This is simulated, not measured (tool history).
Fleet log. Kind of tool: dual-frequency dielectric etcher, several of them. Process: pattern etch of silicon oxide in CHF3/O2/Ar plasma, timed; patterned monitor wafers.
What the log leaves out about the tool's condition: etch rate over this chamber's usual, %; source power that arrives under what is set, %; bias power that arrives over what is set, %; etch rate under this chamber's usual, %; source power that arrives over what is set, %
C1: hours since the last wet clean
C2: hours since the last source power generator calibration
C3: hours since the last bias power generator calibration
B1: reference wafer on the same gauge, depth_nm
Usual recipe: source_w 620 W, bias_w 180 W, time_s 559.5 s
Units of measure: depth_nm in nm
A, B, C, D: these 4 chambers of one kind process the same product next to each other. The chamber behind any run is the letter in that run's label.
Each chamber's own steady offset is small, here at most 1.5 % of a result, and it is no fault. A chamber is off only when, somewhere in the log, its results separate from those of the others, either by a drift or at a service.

{"run": "1D", "day": 0.242, "source_w": 620, "bias_w": 180, "time_s": 559.5, "C1": 511.4, "C2": 2017.7, "C3": 461.2, "B1": 979.26, "depth_nm": 1132.3}
{"run": "2C", "day": 0.508, "source_w": 620, "bias_w": 180, "time_s": 559.5, "C1": 245.0, "C2": 2286.4, "C3": 2292.3, "B1": 979.01, "depth_nm": 1129.2}
{"run": "3B", "day": 0.658, "source_w": 620, "bias_w": 180, "time_s": 559.5, "C1": 309.2, "C2": 678.5, "C3": 3964.3, "B1": 980.07, "depth_nm": 1110.0}
{"run": "4A", "day": 0.875, "source_w": 620, "bias_w": 180, "time_s": 559.5, "C1": 326.0, "C2": 2867.4, "C3": 763.7, "B1": 980.03, "depth_nm": 1108.2}
{"run": "5B", "day": 1.083, "source_w": 620, "bias_w": 180, "time_s": 559.5, "C1": 319.4, "C2": 688.7, "C3": 3974.5, "B1": 980.43, "depth_nm": 1121.4}
{"run": "6A", "day": 1.325, "source_w": 620, "bias_w": 180, "time_s": 559.5, "C1": 336.8, "C2": 2878.2, "C3": 774.5, "B1": 979.42, "depth_nm": 1107.2}
{"run": "7D", "day": 1.592, "source_w": 620, "bias_w": 180, "time_s": 559.5, "C1": 543.8, "C2": 2050.1, "C3": 493.6, "B1": 980.32, "depth_nm": 1119.1}
{"run": "8C", "day": 1.817, "source_w": 620, "bias_w": 180, "time_s": 559.5, "C1": 276.4, "C2": 2317.8, "C3": 2323.7, "B1": 979.31, "depth_nm": 1128.3}
{"run": "9A", "day": 2.025, "source_w": 620, "bias_w": 180, "time_s": 559.5, "C1": 353.6, "C2": 2895.0, "C3": 791.3, "B1": 979.94, "depth_nm": 1104.6}
{"run": "10D", "day": 2.183, "source_w": 620, "bias_w": 180, "time_s": 559.5, "C1": 558.0, "C2": 2064.3, "C3": 507.8, "B1": 980.8, "depth_nm": 1121.2}
{"run": "11C", "day": 2.321, "source_w": 620, "bias_w": 180, "time_s": 559.5, "C1": 288.5, "C2": 2329.9, "C3": 2335.8, "B1": 979.79, "depth_nm": 1131.3}
{"run": "12B", "day": 2.462, "source_w": 620, "bias_w": 180, "time_s": 559.5, "C1": 352.5, "C2": 721.8, "C3": 4007.6, "B1": 979.58, "depth_nm": 1105.9}
{"run": "13A", "day": 2.596, "source_w": 620, "bias_w": 180, "time_s": 559.5, "C1": 367.3, "C2": 2908.7, "C3": 805.0, "B1": 980.2, "depth_nm": 1105.8}
{"run": "14B", "day": 2.85, "source_w": 620, "bias_w": 180, "time_s": 559.5, "C1": 361.8, "C2": 731.1, "C3": 4016.9, "B1": 979.06, "depth_nm": 1109.4}
{"run": "15C", "day": 3.083, "source_w": 620, "bias_w": 180, "time_s": 559.5, "C1": 306.8, "C2": 2348.2, "C3": 2354.1, "B1": 981.17, "depth_nm": 1124.8}
{"run": "16D", "day": 3.308, "source_w": 620, "bias_w": 180, "time_s": 559.5, "C1": 585.0, "C2": 2091.3, "C3": 534.8, "B1": 980.29, "depth_nm": 1124.4}
{"run": "17D", "day": 3.558, "source_w": 620, "bias_w": 180, "time_s": 559.5, "C1": 591.0, "C2": 2097.3, "C3": 540.8, "B1": 980.21, "depth_nm": 1129.2}
{"run": "18A", "day": 3.708, "source_w": 620, "bias_w": 180, "time_s": 559.5, "C1": 394.0, "C2": 2935.4, "C3": 831.7, "B1": 980.07, "depth_nm": 1104.0}
{"run": "19C", "day": 3.888, "source_w": 620, "bias_w": 180, "time_s": 559.5, "C1": 326.1, "C2": 2367.5, "C3": 2373.4, "B1": 980.26, "depth_nm": 1135.2}
{"day": 4.012, "done": "chamber D: wet clean of the chamber"}
{"run": "20B", "day": 4.125, "source_w": 620, "bias_w": 180, "time_s": 559.5, "C1": 392.4, "C2": 761.7, "C3": 4047.5, "B1": 980.76, "depth_nm": 1117.0}
{"run": "21D", "day": 4.262, "source_w": 620, "bias_w": 180, "time_s": 559.5, "C1": 6.1, "C2": 2114.2, "C3": 557.7, "B1": 979.82, "depth_nm": 1117.3}
{"run": "22C", "day": 4.554, "source_w": 620, "bias_w": 180, "time_s": 559.5, "C1": 342.1, "C2": 2383.5, "C3": 2389.4, "B1": 980.9, "depth_nm": 1131.8}
{"run": "23A", "day": 4.825, "source_w": 620, "bias_w": 180, "time_s": 559.5, "C1": 420.8, "C2": 2962.2, "C3": 858.5, "B1": 981.21, "depth_nm": 1109.9}
{"run": "24B", "day": 5.104, "source_w": 620, "bias_w": 180, "time_s": 559.5, "C1": 415.9, "C2": 785.2, "C3": 4071.0, "B1": 980.27, "depth_nm": 1102.2}
{"run": "25A", "day": 5.312, "source_w": 620, "bias_w": 180, "time_s": 559.5, "C1": 432.5, "C2": 2973.9, "C3": 870.2, "B1": 979.64, "depth_nm": 1100.3}
{"run": "26B", "day": 5.483, "source_w": 620, "bias_w": 180, "time_s": 559.5, "C1": 425.0, "C2": 794.3, "C3": 4080.1, "B1": 981.88, "depth_nm": 1106.1}
{"run": "27C", "day": 5.704, "source_w": 620, "bias_w": 180, "time_s": 559.5, "C1": 369.7, "C2": 2411.1, "C3": 2417.0, "B1": 979.9, "depth_nm": 1126.7}

Each of the 4 chambers runs these same settings next. Fill in every chamber's results:
{"run": "28A", "day": 5.925, "source_w": 620, "bias_w": 166, "time_s": 559.5, "depth_nm": "?"}
{"run": "28B", "day": 5.925, "source_w": 620, "bias_w": 166, "time_s": 559.5, "depth_nm": "?"}
{"run": "28C", "day": 5.925, "source_w": 620, "bias_w": 166, "time_s": 559.5, "depth_nm": "?"}
{"run": "28D", "day": 5.925, "source_w": 620, "bias_w": 166, "time_s": 559.5, "depth_nm": "?"}

run=28A depth_nm=1080.0
run=28B depth_nm=1077.5
run=28C depth_nm=1106.5
run=28D depth_nm=1094.1
